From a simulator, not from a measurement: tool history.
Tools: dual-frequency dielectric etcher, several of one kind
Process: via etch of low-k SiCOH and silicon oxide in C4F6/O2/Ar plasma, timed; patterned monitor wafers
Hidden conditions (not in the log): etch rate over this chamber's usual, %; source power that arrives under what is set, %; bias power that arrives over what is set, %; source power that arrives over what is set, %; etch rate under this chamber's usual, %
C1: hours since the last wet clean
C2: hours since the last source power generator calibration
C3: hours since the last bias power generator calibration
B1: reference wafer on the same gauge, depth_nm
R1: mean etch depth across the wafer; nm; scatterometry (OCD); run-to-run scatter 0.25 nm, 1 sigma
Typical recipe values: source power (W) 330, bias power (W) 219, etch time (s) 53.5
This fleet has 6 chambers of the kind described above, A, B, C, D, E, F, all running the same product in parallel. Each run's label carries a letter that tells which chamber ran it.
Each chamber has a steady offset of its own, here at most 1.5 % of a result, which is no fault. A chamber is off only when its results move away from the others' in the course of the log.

run 1A hour=10.4 | source_power_(W)=330 bias_power_(W)=219 etch_time_(s)=53.5 | C1=214.1 C2=1035.2 C3=2423.2 | B1=153 | R1=146.24
-- hour=12.4 chamber C: source power generator calibrated
run 2E hour=21.8 | source_power_(W)=330 bias_power_(W)=219 etch_time_(s)=53.5 | C1=412.4 C2=3397.2 C3=3723.1 | B1=153.09 | R1=146.59
run 3C hour=27.6 | source_power_(W)=330 bias_power_(W)=219 etch_time_(s)=53.5 | C1=260.9 C2=15.2 C3=3035.9 | B1=153.15 | R1=150.6
run 4B hour=36 | source_power_(W)=330 bias_power_(W)=219 etch_time_(s)=53.5 | C1=113 C2=330.8 C3=3461.5 | B1=153.09 | R1=148.17
-- hour=38.1 chamber D: source power generator calibrated
run 5F hour=43.7 | source_power_(W)=330 bias_power_(W)=219 etch_time_(s)=53.5 | C1=264.2 C2=1115.8 C3=1698.9 | B1=153.12 | R1=146.01
run 6D hour=50.8 | source_power_(W)=330 bias_power_(W)=219 etch_time_(s)=53.5 | C1=421.6 C2=12.8 C3=3083.6 | B1=153.2 | R1=150.07
run 7A hour=56.4 | source_power_(W)=330 bias_power_(W)=219 etch_time_(s)=53.5 | C1=260.1 C2=1081.2 C3=2469.2 | B1=153.12 | R1=146.28
run 8E hour=66.7 | source_power_(W)=250 bias_power_(W)=272 etch_time_(s)=53.5 | C1=457.3 C2=3442.1 C3=3768 | B1=153.19 | R1=142.63
run 9C hour=73.4 | source_power_(W)=250 bias_power_(W)=272 etch_time_(s)=53.5 | C1=306.7 C2=61 C3=3081.7 | B1=153.21 | R1=146.18
run 10F hour=80.2 | source_power_(W)=250 bias_power_(W)=272 etch_time_(s)=53.5 | C1=300.7 C2=1152.3 C3=1735.4 | B1=153.23 | R1=142.05
run 11D hour=87 | source_power_(W)=250 bias_power_(W)=272 etch_time_(s)=53.5 | C1=457.8 C2=49 C3=3119.8 | B1=153.24 | R1=145.12
-- hour=96.4 chamber D: wet clean of the chamber
run 12B hour=97.9 | source_power_(W)=250 bias_power_(W)=272 etch_time_(s)=53.5 | C1=174.9 C2=392.7 C3=3523.4 | B1=153.29 | R1=143.27
run 13F hour=105.5 | source_power_(W)=250 bias_power_(W)=272 etch_time_(s)=53.5 | C1=326 C2=1177.6 C3=1760.7 | B1=153.41 | R1=142.02
run 14A hour=116.6 | source_power_(W)=330 bias_power_(W)=260 etch_time_(s)=63 | C1=320.3 C2=1141.4 C3=2529.4 | B1=153.34 | R1=182.71
run 15E hour=125.7 | source_power_(W)=330 bias_power_(W)=260 etch_time_(s)=63 | C1=516.3 C2=3501.1 C3=3827 | B1=153.34 | R1=183.85
run 16C hour=135.1 | source_power_(W)=330 bias_power_(W)=260 etch_time_(s)=63 | C1=368.4 C2=122.7 C3=3143.4 | B1=153.4 | R1=188.19
run 17B hour=146.7 | source_power_(W)=330 bias_power_(W)=260 etch_time_(s)=63 | C1=223.7 C2=441.5 C3=3572.2 | B1=153.38 | R1=185.74
run 18D hour=152.8 | source_power_(W)=330 bias_power_(W)=260 etch_time_(s)=63 | C1=56.4 C2=114.8 C3=3185.6 | B1=153.44 | R1=187.02
run 19D hour=161 | source_power_(W)=330 bias_power_(W)=260 etch_time_(s)=63 | C1=64.6 C2=123 C3=3193.8 | B1=153.42 | R1=187.48
run 20A hour=169.6 | source_power_(W)=330 bias_power_(W)=219 etch_time_(s)=53.5 | C1=373.3 C2=1194.4 C3=2582.4 | B1=153.5 | R1=146.8
run 21E hour=180.8 | source_power_(W)=330 bias_power_(W)=219 etch_time_(s)=53.5 | C1=571.4 C2=3556.2 C3=3882.1 | B1=153.61 | R1=147.31
run 22F hour=186.1 | source_power_(W)=330 bias_power_(W)=219 etch_time_(s)=42.5 | C1=406.6 C2=1258.2 C3=1841.3 | B1=153.53 | R1=116.54
run 23B hour=191.8 | source_power_(W)=330 bias_power_(W)=219 etch_time_(s)=42.5 | C1=268.8 C2=486.6 C3=3617.3 | B1=153.57 | R1=117.95
-- hour=195.7 chamber E: source power generator calibrated
run 24C hour=203.2 | source_power_(W)=330 bias_power_(W)=219 etch_time_(s)=42.5 | C1=436.5 C2=190.8 C3=3211.5 | B1=153.55 | R1=119.42
-- hour=206.7 chamber A: wet clean of the chamber
-- hour=213 chamber F: wet clean of the chamber
-- hour=213.5 chamber E: wet clean of the chamber
run 25E hour=213.8 | source_power_(W)=330 bias_power_(W)=219 etch_time_(s)=42.5 | C1=0.3 C2=18.1 C3=3915.1 | B1=153.62 | R1=117.07
run 26F hour=220.8 | source_power_(W)=330 bias_power_(W)=219 etch_time_(s)=42.5 | C1=7.9 C2=1292.9 C3=1876 | B1=153.63 | R1=116.73
run 27B hour=228.3 | source_power_(W)=330 bias_power_(W)=219 etch_time_(s)=42.5 | C1=305.3 C2=523.1 C3=3653.8 | B1=153.61 | R1=117.88
run 28D hour=235.2 | source_power_(W)=330 bias_power_(W)=219 etch_time_(s)=53.5 | C1=138.8 C2=197.2 C3=3268 | B1=153.64 | R1=150.34
run 29A hour=244.6 | source_power_(W)=330 bias_power_(W)=219 etch_time_(s)=44 | C1=38 C2=1269.4 C3=2657.4 | B1=153.77 | R1=120.49
run 30C hour=251.3 | source_power_(W)=330 bias_power_(W)=219 etch_time_(s)=44 | C1=484.6 C2=238.9 C3=3259.6 | B1=153.78 | R1=124.06
-- hour=253.5 chamber B: bias power generator calibrated
run 31C hour=259 | source_power_(W)=330 bias_power_(W)=219 etch_time_(s)=44 | C1=492.3 C2=246.6 C3=3267.3 | B1=153.77 | R1=124.11
run 32E hour=266.4 | source_power_(W)=330 bias_power_(W)=219 etch_time_(s)=44 | C1=52.9 C2=70.7 C3=3967.7 | B1=153.77 | R1=121.16
run 33A hour=275.1 | source_power_(W)=330 bias_power_(W)=219 etch_time_(s)=44 | C1=68.5 C2=1299.9 C3=2687.9 | B1=153.81 | R1=120.98
run 34D hour=283.3 | source_power_(W)=330 bias_power_(W)=219 etch_time_(s)=44 | C1=186.9 C2=245.3 C3=3316.1 | B1=153.78 | R1=123.91
run 35F hour=291.6 | source_power_(W)=330 bias_power_(W)=219 etch_time_(s)=53.5 | C1=78.7 C2=1363.7 C3=1946.8 | B1=153.81 | R1=146.65
-- hour=295.6 chamber C: wet clean of the chamber
run 36B hour=300.5 | source_power_(W)=330 bias_power_(W)=219 etch_time_(s)=53.5 | C1=377.5 C2=595.3 C3=47.1 | B1=153.9 | R1=148.99
run 37C hour=310.8 | source_power_(W)=330 bias_power_(W)=219 etch_time_(s)=53.5 | C1=15.3 C2=298.4 C3=3319.1 | B1=153.94 | R1=151.26
run 38B hour=317.7 | source_power_(W)=300 bias_power_(W)=272 etch_time_(s)=53.5 | C1=394.7 C2=612.5 C3=64.3 | B1=153.93 | R1=154.78
run 39D hour=326.2 | source_power_(W)=300 bias_power_(W)=272 etch_time_(s)=53.5 | C1=229.8 C2=288.2 C3=3359 | B1=153.97 | R1=156.05
run 40F hour=333 | source_power_(W)=300 bias_power_(W)=272 etch_time_(s)=53.5 | C1=120.1 C2=1405.1 C3=1988.2 | B1=154.01 | R1=152.56
run 41A hour=343.3 | source_power_(W)=300 bias_power_(W)=272 etch_time_(s)=53.5 | C1=136.7 C2=1368.1 C3=2756.1 | B1=154.03 | R1=152.7
run 42E hour=351.5 | source_power_(W)=300 bias_power_(W)=272 etch_time_(s)=53.5 | C1=138 C2=155.8 C3=4052.8 | B1=154.03 | R1=153.49

For the next run the whole fleet of 6 chambers uses the same settings. Give each chamber's results:
run 43A hour=359.9 | source_power_(W)=280 bias_power_(W)=219 etch_time_(s)=53.5 | R1=?
run 43B hour=359.9 | source_power_(W)=280 bias_power_(W)=219 etch_time_(s)=53.5 | R1=?
run 43C hour=359.9 | source_power_(W)=280 bias_power_(W)=219 etch_time_(s)=53.5 | R1=?
run 43D hour=359.9 | source_power_(W)=280 bias_power_(W)=219 etch_time_(s)=53.5 | R1=?
run 43E hour=359.9 | source_power_(W)=280 bias_power_(W)=219 etch_time_(s)=53.5 | R1=?
run 43F hour=359.9 | source_power_(W)=280 bias_power_(W)=219 etch_time_(s)=53.5 | R1=?

run=43A R1=138.44
run=43B R1=139.94
run=43C R1=142.26
run=43D R1=141.23
run=43E R1=139.55
run=43F R1=138.7

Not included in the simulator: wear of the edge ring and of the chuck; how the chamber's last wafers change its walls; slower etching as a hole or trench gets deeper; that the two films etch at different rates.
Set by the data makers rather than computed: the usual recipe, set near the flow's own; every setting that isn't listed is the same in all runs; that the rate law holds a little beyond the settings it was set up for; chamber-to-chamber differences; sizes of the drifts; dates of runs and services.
